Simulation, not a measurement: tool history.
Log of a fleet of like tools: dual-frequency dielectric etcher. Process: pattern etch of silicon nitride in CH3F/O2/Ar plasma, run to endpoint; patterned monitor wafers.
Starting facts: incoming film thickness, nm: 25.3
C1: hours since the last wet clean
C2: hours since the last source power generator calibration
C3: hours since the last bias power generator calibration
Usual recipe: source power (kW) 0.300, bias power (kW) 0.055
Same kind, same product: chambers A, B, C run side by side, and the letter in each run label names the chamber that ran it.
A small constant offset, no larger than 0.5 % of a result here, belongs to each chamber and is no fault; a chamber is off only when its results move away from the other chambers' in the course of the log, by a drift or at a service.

run 1C hour=11.1 | source_power_(kW)=0.300 bias_power_(kW)=0.055 | C1=223.7 C2=189.7 C3=1138.2 | endpoint_time_(s)=44.867
run 2B hour=19.9 | source_power_(kW)=0.300 bias_power_(kW)=0.055 | C1=370.7 C2=767.0 C3=799.2 | endpoint_time_(s)=44.457
run 3A hour=27.9 | source_power_(kW)=0.300 bias_power_(kW)=0.055 | C1=86.7 C2=2412.3 C3=1553.9 | endpoint_time_(s)=44.476
run 4A hour=41.1 | source_power_(kW)=0.300 bias_power_(kW)=0.055 | C1=99.9 C2=2425.5 C3=1567.1 | endpoint_time_(s)=45.120
run 5B hour=52.2 | source_power_(kW)=0.300 bias_power_(kW)=0.062 | C1=403.0 C2=799.3 C3=831.5 | endpoint_time_(s)=43.088
run 6C hour=65.5 | source_power_(kW)=0.300 bias_power_(kW)=0.062 | C1=278.1 C2=244.1 C3=1192.6 | endpoint_time_(s)=43.568
run 7B hour=73.6 | source_power_(kW)=0.300 bias_power_(kW)=0.062 | C1=424.4 C2=820.7 C3=852.9 | endpoint_time_(s)=42.884
run 8A hour=86.2 | source_power_(kW)=0.300 bias_power_(kW)=0.055 | C1=145.0 C2=2470.6 C3=1612.2 | endpoint_time_(s)=44.681
run 9C hour=94.0 | source_power_(kW)=0.300 bias_power_(kW)=0.055 | C1=306.6 C2=272.6 C3=1221.1 | endpoint_time_(s)=44.854
run 10A hour=101.5 | source_power_(kW)=0.300 bias_power_(kW)=0.055 | C1=160.3 C2=2485.9 C3=1627.5 | endpoint_time_(s)=45.102
run 11C hour=111.5 | source_power_(kW)=0.300 bias_power_(kW)=0.055 | C1=324.1 C2=290.1 C3=1238.6 | endpoint_time_(s)=44.929
run 12B hour=122.5 | source_power_(kW)=0.300 bias_power_(kW)=0.055 | C1=473.3 C2=869.6 C3=901.8 | endpoint_time_(s)=45.086
run 13A hour=134.9 | source_power_(kW)=0.300 bias_power_(kW)=0.055 | C1=193.7 C2=2519.3 C3=1660.9 | endpoint_time_(s)=45.031
run 14C hour=147.1 | source_power_(kW)=0.300 bias_power_(kW)=0.055 | C1=359.7 C2=325.7 C3=1274.2 | endpoint_time_(s)=45.261
run 15B hour=162.5 | source_power_(kW)=0.300 bias_power_(kW)=0.055 | C1=513.3 C2=909.6 C3=941.8 | endpoint_time_(s)=44.666
run 16B hour=175.1 | source_power_(kW)=0.300 bias_power_(kW)=0.055 | C1=525.9 C2=922.2 C3=954.4 | endpoint_time_(s)=45.952
run 17C hour=186.1 | source_power_(kW)=0.300 bias_power_(kW)=0.055 | C1=398.7 C2=364.7 C3=1313.2 | endpoint_time_(s)=44.877
run 18A hour=196.8 | source_power_(kW)=0.300 bias_power_(kW)=0.055 | C1=255.6 C2=2581.2 C3=1722.8 | endpoint_time_(s)=44.925
run 19C hour=209.5 | source_power_(kW)=0.300 bias_power_(kW)=0.055 | C1=422.1 C2=388.1 C3=1336.6 | endpoint_time_(s)=44.873
run 20A hour=222.4 | source_power_(kW)=0.300 bias_power_(kW)=0.055 | C1=281.2 C2=2606.8 C3=1748.4 | endpoint_time_(s)=44.460
run 21B hour=231.2 | source_power_(kW)=0.300 bias_power_(kW)=0.055 | C1=582.0 C2=978.3 C3=1010.5 | endpoint_time_(s)=45.856
run 22B hour=243.9 | source_power_(kW)=0.300 bias_power_(kW)=0.055 | C1=594.7 C2=991.0 C3=1023.2 | endpoint_time_(s)=45.618
run 23A hour=253.1 | source_power_(kW)=0.300 bias_power_(kW)=0.055 | C1=311.9 C2=2637.5 C3=1779.1 | endpoint_time_(s)=45.300
run 24C hour=266.6 | source_power_(kW)=0.370 bias_power_(kW)=0.055 | C1=479.2 C2=445.2 C3=1393.7 | endpoint_time_(s)=42.076
run 25B hour=279.0 | source_power_(kW)=0.370 bias_power_(kW)=0.055 | C1=629.8 C2=1026.1 C3=1058.3 | endpoint_time_(s)=42.582
-- hour=288.9 chamber C: wet clean of the chamber
run 26A hour=292.0 | source_power_(kW)=0.370 bias_power_(kW)=0.055 | C1=350.8 C2=2676.4 C3=1818.0 | endpoint_time_(s)=41.377
run 27C hour=304.9 | source_power_(kW)=0.300 bias_power_(kW)=0.055 | C1=16.0 C2=483.5 C3=1432.0 | endpoint_time_(s)=45.368
run 28A hour=317.9 | source_power_(kW)=0.300 bias_power_(kW)=0.055 | C1=376.7 C2=2702.3 C3=1843.9 | endpoint_time_(s)=44.222
run 29B hour=325.5 | source_power_(kW)=0.340 bias_power_(kW)=0.059 | C1=676.3 C2=1072.6 C3=1104.8 | endpoint_time_(s)=42.916
run 30C hour=334.0 | source_power_(kW)=0.340 bias_power_(kW)=0.059 | C1=45.1 C2=512.6 C3=1461.1 | endpoint_time_(s)=42.193
run 31C hour=345.0 | source_power_(kW)=0.340 bias_power_(kW)=0.059 | C1=56.1 C2=523.6 C3=1472.1 | endpoint_time_(s)=41.711
run 32A hour=357.6 | source_power_(kW)=0.300 bias_power_(kW)=0.055 | C1=416.4 C2=2742.0 C3=1883.6 | endpoint_time_(s)=45.204
run 33B hour=371.6 | source_power_(kW)=0.300 bias_power_(kW)=0.055 | C1=722.4 C2=1118.7 C3=1150.9 | endpoint_time_(s)=45.982
run 34C hour=381.5 | source_power_(kW)=0.300 bias_power_(kW)=0.055 | C1=92.6 C2=560.1 C3=1508.6 | endpoint_time_(s)=44.936
run 35A hour=394.2 | source_power_(kW)=0.300 bias_power_(kW)=0.055 | C1=453.0 C2=2778.6 C3=1920.2 | endpoint_time_(s)=44.786
run 36B hour=406.1 | source_power_(kW)=0.300 bias_power_(kW)=0.055 | C1=756.9 C2=1153.2 C3=1185.4 | endpoint_time_(s)=46.155
run 37A hour=413.0 | source_power_(kW)=0.300 bias_power_(kW)=0.055 | C1=471.8 C2=2797.4 C3=1939.0 | endpoint_time_(s)=44.473
run 38B hour=424.1 | source_power_(kW)=0.300 bias_power_(kW)=0.055 | C1=774.9 C2=1171.2 C3=1203.4 | endpoint_time_(s)=46.617
run 39C hour=432.9 | source_power_(kW)=0.300 bias_power_(kW)=0.055 | C1=144.0 C2=611.5 C3=1560.0 | endpoint_time_(s)=44.593
run 40C hour=443.7 | source_power_(kW)=0.300 bias_power_(kW)=0.055 | C1=154.8 C2=622.3 C3=1570.8 | endpoint_time_(s)=44.875
run 41B hour=454.9 | source_power_(kW)=0.300 bias_power_(kW)=0.055 | C1=805.7 C2=1202.0 C3=1234.2 | endpoint_time_(s)=46.564
run 42A hour=468.1 | source_power_(kW)=0.300 bias_power_(kW)=0.055 | C1=526.9 C2=2852.5 C3=1994.1 | endpoint_time_(s)=44.721
run 43C hour=474.9 | source_power_(kW)=0.300 bias_power_(kW)=0.055 | C1=186.0 C2=653.5 C3=1602.0 | endpoint_time_(s)=45.411

Next, all 3 chambers run the settings below, one line each with question marks for the results. What does each chamber give?
run 44A hour=485.9 | source_power_(kW)=0.300 bias_power_(kW)=0.060 | endpoint_time_(s)=?
run 44B hour=485.9 | source_power_(kW)=0.300 bias_power_(kW)=0.060 | endpoint_time_(s)=?
run 44C hour=485.9 | source_power_(kW)=0.300 bias_power_(kW)=0.060 | endpoint_time_(s)=?

run=44A endpoint_time_(s)=44.287
run=44B endpoint_time_(s)=45.372
run=44C endpoint_time_(s)=43.532
